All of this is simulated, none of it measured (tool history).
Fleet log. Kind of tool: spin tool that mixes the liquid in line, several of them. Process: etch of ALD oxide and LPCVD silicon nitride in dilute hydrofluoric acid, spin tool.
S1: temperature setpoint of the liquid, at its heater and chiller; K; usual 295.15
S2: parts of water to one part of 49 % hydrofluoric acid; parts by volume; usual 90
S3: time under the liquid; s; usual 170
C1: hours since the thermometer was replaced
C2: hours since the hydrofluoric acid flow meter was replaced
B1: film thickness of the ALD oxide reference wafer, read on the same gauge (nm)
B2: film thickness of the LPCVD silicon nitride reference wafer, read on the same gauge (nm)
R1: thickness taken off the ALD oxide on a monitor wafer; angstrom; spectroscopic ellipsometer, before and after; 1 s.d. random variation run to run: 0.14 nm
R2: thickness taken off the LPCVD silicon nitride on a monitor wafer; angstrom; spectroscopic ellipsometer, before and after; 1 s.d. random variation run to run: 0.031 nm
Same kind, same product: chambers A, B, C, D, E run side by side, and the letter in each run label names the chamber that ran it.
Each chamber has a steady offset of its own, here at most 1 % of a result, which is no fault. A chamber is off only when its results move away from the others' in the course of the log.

run	hour	S1	S2	S3	C1	C2	B1	B2	R1	R2
1B	11.2	295.15	90	170	935.8	420.2	29.987	139.98	210.58	8.1963
2D	18.3	295.15	90	170	576.2	329.3	29.998	139.99	208.94	8.4617
3E	27.9	295.15	90	170	460.7	447.9	29.995	140.01	209.67	7.5611
4C	42.3	295.15	90	170	1003.6	379.4	30.012	139.97	211.07	7.3328
5A	57	295.15	90	115	515.1	1799	29.982	139.98	142.6	5.2839
6E	66.5	295.15	90	115	499.3	486.5	29.989	140.01	143.8	5.5648
7D	77.7	295.15	90	115	635.6	388.7	29.988	139.99	139.05	4.9487
8C	88.7	295.15	90	115	1050	425.8	30.013	140	139.9	5.6251
9B	97.7	295.15	90	115	1022.3	506.7	29.989	140.01	140.75	5.1935
10A	107.2	295.15	120	170	565.3	1849.2	30.023	139.97	153.48	6.2467
11B	122.3	295.15	120	170	1046.9	531.3	30.008	139.99	152.58	6.0037
12C	129.8	295.15	120	170	1091.1	466.9	29.982	139.98	152.88	5.8709
13E	139.9	295.15	120	170	572.7	559.9	30.015	140.02	151.23	6.0179
14A	149.8	295.15	120	170	607.9	1891.8	30.018	139.95	154.52	6.3434
15D	161.4	295.15	90	170	719.3	472.4	30.005	139.99	203.89	7.3442
16C	175.7	295.15	90	170	1137	512.8	30.03	139.98	208.33	8.1673
17A	183.5	295.15	90	170	641.6	1925.5	29.987	140	214.81	8.0147
# hour 187.7: chamber A: hydrofluoric acid flow meter replaced
18D	194.2	295.15	90	170	752.1	505.2	29.965	140.05	201.62	7.3373
19E	205.4	295.15	90	170	638.2	625.4	29.98	139.97	208.14	8.2175
# hour 214.1: chamber E: hydrofluoric acid flow meter replaced
20B	221	295.15	90	170	1145.6	630	30.001	140.01	210.23	8.2075
21B	228.9	295.15	90	170	1153.5	637.9	30.021	139.99	210.22	7.7959
22A	244.8	295.15	90	170	702.9	57.1	29.957	140	211.88	8.6555
23C	258.7	295.15	50	100	1220	595.8	29.986	139.99	230.03	8.3505
24E	269.5	295.15	50	100	702.3	55.4	30.021	140.02	231.28	7.8165
25D	280.2	295.15	50	100	838.1	591.2	30.007	139.98	222.06	7.3212
26A	287.4	295.15	50	100	745.5	99.7	29.997	140.01	233.22	8.4741
27E	300.3	295.15	50	100	733.1	86.2	29.997	140	234.35	7.8369
28B	308.9	295.15	90	170	1233.5	717.9	30.001	140.01	207.39	8.0461
# hour 309.2: chamber D: hydrofluoric acid flow meter replaced
29C	322.4	295.15	90	170	1283.7	659.5	29.964	140.03	208.84	8.1662
30D	332.7	295.15	90	170	890.6	23.5	29.992	140.01	193.94	7.0102
31B	342.7	295.15	90	170	1267.3	751.7	30.004	140.02	213.49	8.0609

All chambers now run identical settings, listed one chamber a line with results as question marks. What results will each chamber show?
32A	354.3	295.15	90	170					?	?
32B	354.3	295.15	90	170					?	?
32C	354.3	295.15	90	170					?	?
32D	354.3	295.15	90	170					?	?
32E	354.3	295.15	90	170					?	?

run	R1	R2
32A	212.04	7.8181
32B	212.14	7.5307
32C	208.13	7.7663
32D	191.35	6.827
32E	207	7.8359
